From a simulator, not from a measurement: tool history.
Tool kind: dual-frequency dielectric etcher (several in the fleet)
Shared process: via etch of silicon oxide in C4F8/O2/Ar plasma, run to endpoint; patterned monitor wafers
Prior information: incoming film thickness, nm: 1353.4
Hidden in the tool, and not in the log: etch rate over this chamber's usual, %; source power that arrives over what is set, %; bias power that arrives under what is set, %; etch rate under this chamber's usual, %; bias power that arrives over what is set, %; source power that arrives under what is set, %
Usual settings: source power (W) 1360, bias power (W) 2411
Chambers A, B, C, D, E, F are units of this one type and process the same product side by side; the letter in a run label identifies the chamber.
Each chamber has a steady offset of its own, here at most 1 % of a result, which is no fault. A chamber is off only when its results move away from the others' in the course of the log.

run	day	source power (W)	bias power (W)	hours since the last wet clean	hours since the last source power generator calibration	hours since the last bias power generator calibration	endpoint time (s)
1A	0.154	1360	2411	69.2	2769.2	1877.3	293.46
2F	0.346	1360	2411	336.3	2902.2	2019.7	294.61
3B	0.488	1360	2411	617.8	2723.9	3385.8	292.12
4E	0.592	1360	2411	23.8	596.3	3788.9	291.88
5D	0.712	1360	2411	175.1	718.8	2998.2	293.50
# day 0.808: chamber F: wet clean of the chamber
6C	0.846	1360	2411	288.4	1325.5	3645.1	295.73
7A	1.046	1360	2411	90.6	2790.6	1898.7	292.43
8D	1.188	1360	2411	186.5	730.2	3009.6	291.90
9E	1.329	1360	2411	41.5	614.0	3806.6	293.52
10B	1.546	1360	2411	643.2	2749.3	3411.2	293.55
# day 1.629: chamber B: wet clean of the chamber
11C	1.700	1360	2411	308.9	1346.0	3665.6	295.92
12F	1.842	1360	2411	24.9	2938.1	2055.6	292.09
13D	2.029	1360	2411	206.7	750.4	3029.8	290.42
14C	2.129	1360	2411	319.2	1356.3	3675.9	297.11
15F	2.304	1360	2411	36.0	2949.2	2066.7	292.97
16E	2.454	1360	2411	68.5	641.0	3833.6	294.41
17A	2.646	1360	2411	129.0	2829.0	1937.1	295.72
18B	2.783	1360	2411	27.7	2779.0	3440.9	291.04
19D	2.917	1360	2411	228.0	771.7	3051.1	293.38
20C	3.133	1360	2411	343.3	1380.4	3700.0	296.91
21E	3.325	1360	2411	89.4	661.9	3854.5	292.52
22B	3.475	1360	2411	44.3	2795.6	3457.5	292.58
23F	3.667	1040	2411	68.7	2981.9	2099.4	327.85
24A	3.833	1040	2411	157.5	2857.5	1965.6	327.19
25F	4.012	1040	2411	77.0	2990.2	2107.7	324.58
26B	4.142	1040	2411	60.3	2811.6	3473.5	324.86
27A	4.317	1040	2411	169.1	2869.1	1977.2	329.77
28C	4.496	1040	2411	376.0	1413.1	3732.7	330.28
29E	4.600	1360	2411	120.0	692.5	3885.1	291.89
30D	4.704	1360	2411	270.9	814.6	3094.0	294.19
31E	4.858	1520	2938	126.2	698.7	3891.3	263.45
32F	5.054	1520	2938	102.0	3015.2	2132.7	264.91
33B	5.221	1520	2938	86.2	2837.5	3499.4	262.47
34C	5.429	1520	2938	398.4	1435.5	3755.1	274.49
35A	5.617	1520	2938	200.3	2900.3	2008.4	267.64
36D	5.771	1520	2938	296.5	840.2	3119.6	264.75
37C	5.871	1360	2411	409.0	1446.1	3765.7	302.44
38E	6.012	1360	2411	153.9	726.4	3919.0	293.00
39D	6.133	1360	2411	305.2	848.9	3128.3	294.64
40B	6.300	1360	2822	112.1	2863.4	3525.3	276.71
41A	6.446	1360	2822	220.2	2920.2	2028.3	281.01
42F	6.554	1360	2822	138.0	3051.2	2168.7	279.62
43B	6.750	1360	2822	122.9	2874.2	3536.1	276.37
44F	6.962	1360	2822	147.8	3061.0	2178.5	279.59

What goes on in this fleet: one chamber off, a drifting gauge, or nothing beyond the chambers' own small offsets? Name the chamber and the cause, if any.

Chamber C drifts away from the others.
Likeliest cause: etch rate under this chamber's usual, % = 3.57.

Chamber C could run next with any of the 4 candidate recipes listed below; each alters the usual settings, and their results appear as question marks. Which one brings its results back in line with what the other chambers deliver on the usual settings?
To be in line, a result may differ from the other chambers' mean on the usual settings by at most: endpoint time (s) 5.00
45C-1	7.121	1210	2411				?
45C-2	7.121	1450	2535				?
45C-3	7.121	1200	2195				?
45C-4	7.121	1520	2627				?

Mean of the other chambers on the usual settings: endpoint time (s) 293.33
run	endpoint time (s)
45C-1	320.03
45C-2	293.52
45C-3	330.27
45C-4	285.02
Change 45C-2 lands the chamber within the allowed miss of the other chambers.
